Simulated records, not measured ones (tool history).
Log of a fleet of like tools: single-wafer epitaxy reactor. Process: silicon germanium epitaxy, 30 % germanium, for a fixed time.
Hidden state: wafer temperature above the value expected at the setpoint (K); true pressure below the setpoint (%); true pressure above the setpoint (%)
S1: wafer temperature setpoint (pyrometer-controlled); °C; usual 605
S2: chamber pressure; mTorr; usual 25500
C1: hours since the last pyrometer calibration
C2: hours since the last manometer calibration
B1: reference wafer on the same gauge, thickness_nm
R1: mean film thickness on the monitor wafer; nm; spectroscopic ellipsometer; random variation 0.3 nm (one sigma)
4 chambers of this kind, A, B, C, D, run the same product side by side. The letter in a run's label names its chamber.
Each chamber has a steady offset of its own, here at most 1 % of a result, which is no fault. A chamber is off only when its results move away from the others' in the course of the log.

run,day,S1,S2,C1,C2,B1,R1
1B,0.225,605,25500,519.2,1940.7,83.891,71.975
2A,0.588,605,25500,597.6,1315.9,83.996,71.041
3D,0.796,605,25500,1639.5,133.2,83.966,70.967
4C,1.042,605,25500,291.4,458.1,83.967,71.347
5C,1.262,605,25500,296.7,463.4,84.023,71.640
6A,1.508,605,25500,619.7,1338.0,84.026,70.854
7D,1.696,605,25500,1661.1,154.8,84.030,70.746
8B,2.058,605,25500,563.2,1984.7,83.907,71.853
9D,2.467,605,25500,1679.6,173.3,84.039,70.124
10C,2.817,605,25500,334.0,500.7,83.943,71.436
11A,3.104,605,25500,658.0,1376.3,83.998,71.348
12B,3.338,605,25500,593.9,2015.4,84.063,72.266
13A,3.662,605,25500,671.4,1389.7,84.013,71.834
14D,3.933,605,25500,1714.8,208.5,83.998,70.944
15B,4.258,605,25500,616.0,2037.5,83.958,72.753
16C,4.667,605,25500,378.4,545.1,83.999,71.356
17C,5.092,605,25500,388.6,555.3,84.012,71.438
18A,5.471,605,25500,714.8,1433.1,83.930,71.207
19B,5.667,605,25500,649.8,2071.3,83.990,73.656
# day 5.679: chamber B: capacitance manometer re-zeroed and calibrated
20D,6.088,610,29300,1766.5,260.2,84.089,80.914
21D,6.333,610,29300,1772.4,266.1,84.031,82.175
22A,6.758,610,29300,745.7,1464.0,83.994,82.405
23B,7.167,610,29300,685.8,35.8,83.979,85.857
24C,7.475,605,25500,445.8,612.5,84.040,71.372
25B,7.829,605,25500,701.7,51.7,84.047,74.827
26A,8.200,605,25500,780.3,1498.6,84.090,71.810
27C,8.442,605,25500,469.0,635.7,84.043,70.663
28D,8.858,605,25500,1833.0,326.7,84.111,70.518
29B,9.196,605,25500,734.5,84.5,84.036,75.286
30A,9.596,605,25500,813.8,1532.1,84.007,71.369
31D,9.950,605,25500,1859.2,352.9,84.009,70.597

What goes on in this fleet: one chamber off, a drifting gauge, or nothing beyond the chambers' own small offsets? Name the chamber and the cause, if any.

Chamber B drifts away from the others.
Cause: wafer temperature above the value expected at the setpoint (K) = 3.12.

Here are 4 candidates for chamber B's next run, each the usual settings with a change, their results left as question marks. Which one brings its results back in line with what the others give on the usual settings?
In line means no further than this from the other chambers' mean on the usual settings: R1 1.000 nm
32B-1,10.262,602,25000,,,,?
32B-2,10.262,608,26000,,,,?
32B-3,10.262,606,25700,,,,?
32B-4,10.262,604,25500,,,,?

The other chambers' mean on the usual settings: R1 71.027 nm
run,R1
32B-1,71.112
32B-2,80.596
32B-3,77.361
32B-4,74.359
32B-1 brings the chamber back in line.
